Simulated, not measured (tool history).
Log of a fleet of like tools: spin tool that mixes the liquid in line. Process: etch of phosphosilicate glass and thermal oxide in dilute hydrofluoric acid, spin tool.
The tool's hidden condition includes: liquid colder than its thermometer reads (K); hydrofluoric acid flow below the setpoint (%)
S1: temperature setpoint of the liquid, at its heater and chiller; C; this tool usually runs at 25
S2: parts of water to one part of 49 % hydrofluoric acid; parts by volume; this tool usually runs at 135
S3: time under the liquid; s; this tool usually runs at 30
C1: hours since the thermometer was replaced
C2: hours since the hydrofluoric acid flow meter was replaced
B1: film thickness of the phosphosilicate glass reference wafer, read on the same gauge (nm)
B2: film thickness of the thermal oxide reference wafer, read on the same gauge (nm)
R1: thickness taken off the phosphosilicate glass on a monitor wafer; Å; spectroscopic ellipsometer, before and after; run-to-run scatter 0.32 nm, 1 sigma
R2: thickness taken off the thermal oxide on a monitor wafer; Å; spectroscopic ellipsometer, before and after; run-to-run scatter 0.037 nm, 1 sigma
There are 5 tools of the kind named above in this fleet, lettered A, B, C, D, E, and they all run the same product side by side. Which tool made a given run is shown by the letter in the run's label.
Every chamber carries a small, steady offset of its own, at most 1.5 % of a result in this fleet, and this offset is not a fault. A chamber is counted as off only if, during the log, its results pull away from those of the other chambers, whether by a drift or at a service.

run 1A day=0.142 | S1=25 S2=135 S3=30 | C1=1572.0 C2=1934.5 | B1=50.005 B2=79.980 | R1=441.16 R2=10.9510
run 2E day=0.421 | S1=25 S2=135 S3=30 | C1=335.7 C2=1828.7 | B1=49.992 B2=80.002 | R1=446.14 R2=9.9755
run 3B day=0.562 | S1=25 S2=135 S3=30 | C1=750.7 C2=1379.6 | B1=50.012 B2=79.993 | R1=442.91 R2=10.6880
run 4D day=0.788 | S1=25 S2=135 S3=30 | C1=433.7 C2=800.9 | B1=50.072 B2=79.967 | R1=447.53 R2=10.4060
run 5C day=1.096 | S1=25 S2=135 S3=30 | C1=908.6 C2=76.3 | B1=50.014 B2=80.032 | R1=439.55 R2=10.4390
run 6B day=1.404 | S1=25 S2=135 S3=30 | C1=770.9 C2=1399.8 | B1=50.028 B2=79.968 | R1=443.00 R2=10.2160
run 7E day=1.617 | S1=25 S2=135 S3=30 | C1=364.4 C2=1857.4 | B1=49.964 B2=79.994 | R1=446.54 R2=10.5460
-- day=1.862 chamber E: hydrofluoric acid flow meter replaced
run 8C day=1.912 | S1=25 S2=135 S3=30 | C1=928.2 C2=95.9 | B1=50.003 B2=80.013 | R1=440.23 R2=9.9266
run 9D day=2.233 | S1=25 S2=190 S3=45 | C1=468.4 C2=835.6 | B1=49.976 B2=79.957 | R1=448.92 R2=10.5930
run 10A day=2.450 | S1=25 S2=190 S3=45 | C1=1627.4 C2=1989.9 | B1=50.055 B2=79.990 | R1=441.74 R2=10.9800
run 11C day=2.675 | S1=25 S2=190 S3=45 | C1=946.5 C2=114.2 | B1=49.972 B2=79.994 | R1=444.32 R2=10.8000
run 12E day=2.871 | S1=25 S2=190 S3=45 | C1=394.5 C2=24.2 | B1=49.993 B2=79.966 | R1=449.70 R2=10.0050
run 13B day=3.192 | S1=25 S2=190 S3=45 | C1=813.8 C2=1442.7 | B1=50.028 B2=80.034 | R1=443.80 R2=10.5930
run 14D day=3.483 | S1=25 S2=135 S3=30 | C1=498.4 C2=865.6 | B1=49.976 B2=80.036 | R1=448.83 R2=11.4420
run 15A day=3.729 | S1=25 S2=135 S3=30 | C1=1658.1 C2=2020.6 | B1=49.995 B2=80.050 | R1=448.73 R2=10.8290
run 16A day=4.000 | S1=25 S2=135 S3=30 | C1=1664.6 C2=2027.1 | B1=50.013 B2=80.018 | R1=442.28 R2=10.2790
run 17B day=4.225 | S1=25 S2=135 S3=50 | C1=838.6 C2=1467.5 | B1=50.020 B2=80.025 | R1=740.64 R2=17.0670
run 18C day=4.396 | S1=25 S2=135 S3=50 | C1=987.8 C2=155.5 | B1=50.051 B2=80.005 | R1=739.77 R2=17.9420
run 19D day=4.588 | S1=25 S2=135 S3=50 | C1=524.9 C2=892.1 | B1=49.992 B2=79.975 | R1=755.48 R2=18.7360
run 20E day=4.808 | S1=25 S2=135 S3=50 | C1=441.0 C2=70.7 | B1=49.993 B2=80.005 | R1=734.10 R2=17.2180
run 21B day=5.042 | S1=25 S2=135 S3=50 | C1=858.2 C2=1487.1 | B1=50.035 B2=79.978 | R1=741.29 R2=17.2860
run 22E day=5.275 | S1=25 S2=135 S3=30 | C1=452.2 C2=81.9 | B1=50.055 B2=79.995 | R1=446.50 R2=9.9321
run 23A day=5.542 | S1=25 S2=135 S3=30 | C1=1701.6 C2=2064.1 | B1=50.003 B2=80.014 | R1=441.02 R2=11.1730
run 24D day=5.767 | S1=25 S2=135 S3=30 | C1=553.2 C2=920.4 | B1=50.023 B2=80.015 | R1=440.86 R2=10.5720
run 25C day=6.075 | S1=25 S2=135 S3=30 | C1=1028.1 C2=195.8 | B1=49.984 B2=80.004 | R1=440.46 R2=10.8950
run 26D day=6.246 | S1=25 S2=135 S3=30 | C1=564.7 C2=931.9 | B1=49.974 B2=80.034 | R1=445.60 R2=10.9300
run 27A day=6.508 | S1=25 S2=135 S3=30 | C1=1724.8 C2=2087.3 | B1=49.993 B2=79.990 | R1=441.21 R2=10.9470
run 28C day=6.671 | S1=25 S2=135 S3=30 | C1=1042.4 C2=210.1 | B1=50.033 B2=80.008 | R1=441.64 R2=10.3290
run 29E day=6.992 | S1=25 S2=135 S3=30 | C1=493.4 C2=123.1 | B1=49.978 B2=79.962 | R1=443.69 R2=10.4900
run 30B day=7.288 | S1=25 S2=135 S3=30 | C1=912.1 C2=1541.0 | B1=50.011 B2=79.989 | R1=448.30 R2=10.8400
run 31A day=7.433 | S1=25 S2=135 S3=30 | C1=1747.0 C2=2109.5 | B1=50.026 B2=80.014 | R1=441.32 R2=10.5490
run 32D day=7.671 | S1=25 S2=135 S3=30 | C1=598.9 C2=966.1 | B1=50.047 B2=79.991 | R1=448.84 R2=11.4430
run 33B day=7.858 | S1=25 S2=135 S3=30 | C1=925.8 C2=1554.7 | B1=50.065 B2=79.999 | R1=444.27 R2=10.7810
run 34C day=8.017 | S1=25 S2=135 S3=30 | C1=1074.7 C2=242.4 | B1=50.001 B2=79.971 | R1=440.55 R2=11.0300
run 35E day=8.342 | S1=25 S2=135 S3=30 | C1=525.8 C2=155.5 | B1=49.987 B2=80.021 | R1=437.45 R2=10.7780
run 36C day=8.662 | S1=25 S2=135 S3=30 | C1=1090.2 C2=257.9 | B1=49.956 B2=79.991 | R1=444.23 R2=10.6420
run 37B day=8.833 | S1=25 S2=85 S3=30 | C1=949.2 C2=1578.1 | B1=50.036 B2=80.024 | R1=758.24 R2=17.4570
run 38D day=9.117 | S1=25 S2=85 S3=30 | C1=633.6 C2=1000.8 | B1=50.037 B2=79.977 | R1=753.43 R2=17.1030
run 39A day=9.262 | S1=25 S2=85 S3=30 | C1=1790.9 C2=2153.4 | B1=49.998 B2=80.016 | R1=753.33 R2=17.9110
run 40E day=9.562 | S1=25 S2=85 S3=30 | C1=555.1 C2=184.8 | B1=50.050 B2=80.019 | R1=766.95 R2=18.2980
run 41C day=9.733 | S1=25 S2=85 S3=30 | C1=1115.9 C2=283.6 | B1=50.021 B2=80.014 | R1=744.10 R2=18.8140
run 42D day=9.971 | S1=25 S2=135 S3=30 | C1=654.1 C2=1021.3 | B1=49.940 B2=80.011 | R1=448.42 R2=10.5860
run 43E day=10.204 | S1=25 S2=135 S3=30 | C1=570.5 C2=200.2 | B1=50.016 B2=79.980 | R1=449.42 R2=10.5130
run 44B day=10.483 | S1=25 S2=135 S3=30 | C1=988.8 C2=1617.7 | B1=49.988 B2=80.027 | R1=448.60 R2=10.6560

Predict what each chamber gives when all 5 of them run the settings below next.
run 45A day=10.717 | S1=25 S2=200 S3=30 | R1=? R2=?
run 45B day=10.717 | S1=25 S2=200 S3=30 | R1=? R2=?
run 45C day=10.717 | S1=25 S2=200 S3=30 | R1=? R2=?
run 45D day=10.717 | S1=25 S2=200 S3=30 | R1=? R2=?
run 45E day=10.717 | S1=25 S2=200 S3=30 | R1=? R2=?

run=45A R1=279.35 R2=7.1886
run=45B R1=281.22 R2=6.5707
run=45C R1=279.06 R2=6.7834
run=45D R1=279.33 R2=6.8084
run=45E R1=275.40 R2=6.3236
